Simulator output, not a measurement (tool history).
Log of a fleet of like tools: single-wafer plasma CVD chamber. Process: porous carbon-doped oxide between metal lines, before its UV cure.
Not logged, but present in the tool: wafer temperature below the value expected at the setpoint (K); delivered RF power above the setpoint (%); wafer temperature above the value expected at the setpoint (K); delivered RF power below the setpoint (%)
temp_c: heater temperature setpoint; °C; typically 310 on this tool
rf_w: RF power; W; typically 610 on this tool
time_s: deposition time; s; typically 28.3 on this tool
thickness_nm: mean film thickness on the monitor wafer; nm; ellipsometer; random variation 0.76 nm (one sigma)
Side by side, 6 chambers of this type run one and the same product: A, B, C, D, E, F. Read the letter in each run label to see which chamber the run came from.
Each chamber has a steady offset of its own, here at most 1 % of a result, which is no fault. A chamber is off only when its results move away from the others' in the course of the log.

run,day,temp_c,rf_w,time_s,hours since the last thermocouple change,hours since the last RF generator calibration,"read-back reference wafer on the same gauge, thickness_nm",thickness_nm
1A,0.367,310,610,28.3,1186.1,601.7,193.73,165.75
2B,0.604,310,610,28.3,1884.7,1148.7,193.91,164.27
3E,0.904,310,610,28.3,437.0,792.1,193.87,166.26
4D,1.233,310,610,28.3,520.1,1125.6,194.24,164.31
5F,1.625,310,610,28.3,455.9,252.7,194.04,164.71
6C,1.925,310,720,32.4,808.3,314.9,194.08,210.66
7D,2.242,310,720,32.4,544.3,1149.8,193.97,207.13
8C,2.450,310,720,32.4,820.9,327.5,194.05,211.34
9A,2.629,310,720,32.4,1240.4,656.0,193.91,210.68
10E,2.862,310,720,32.4,484.0,839.1,193.94,212.65
11F,3.233,310,720,32.4,494.5,291.3,193.80,210.20
12B,3.542,310,610,28.3,1955.2,1219.2,193.88,166.30
13F,3.883,310,610,28.3,510.1,306.9,194.17,165.59
14D,4.117,310,665,28.3,589.3,1194.8,193.97,171.71
15E,4.396,310,665,28.3,520.8,875.9,194.30,177.35
16B,4.571,310,665,28.3,1979.9,1243.9,193.87,174.36
17A,4.779,310,665,28.3,1292.0,707.6,193.94,175.15
18C,5.088,310,665,28.3,884.2,390.8,194.04,176.22
19E,5.279,310,665,28.3,542.0,897.1,193.93,174.07
20A,5.500,310,610,28.3,1309.3,724.9,194.17,165.04
21D,5.892,310,610,28.3,631.9,1237.4,194.20,164.10
22B,6.204,310,610,28.3,2019.1,1283.1,194.11,165.70
23F,6.596,310,610,28.3,575.2,372.0,194.21,166.37
24C,6.912,310,610,28.3,928.0,434.6,193.82,165.75
25C,7.212,310,610,28.3,935.2,441.8,193.98,165.45
# day 7.242: chamber B: thermocouple changed; heater temperature recalibrated
26A,7.538,310,720,28.3,1358.2,773.8,193.95,184.65
27E,7.933,310,720,28.3,605.7,960.8,194.01,186.05
28B,8.192,310,720,28.3,22.9,1330.8,194.02,181.92
29D,8.462,310,720,28.3,693.6,1299.1,193.80,182.13
30F,8.646,310,720,28.3,624.4,421.2,193.92,183.76
31F,9.033,310,720,28.3,633.7,430.5,194.15,184.84
32B,9.438,310,610,28.3,52.8,1360.7,194.22,164.98
33C,9.667,310,610,28.3,994.1,500.7,193.97,166.76
34A,10.038,295,610,28.3,1418.2,833.8,193.96,180.11
35D,10.417,295,610,28.3,740.5,1346.0,194.25,177.16
36E,10.629,295,610,28.3,670.4,1025.5,193.90,181.90

Is one chamber out of step, is the gauge drifting, or do the chambers differ by no more than their own small offsets? For an off chamber, give its letter and the likeliest cause.

Neither any chamber nor the gauge drifts; the chambers differ only by their own small, steady offsets.
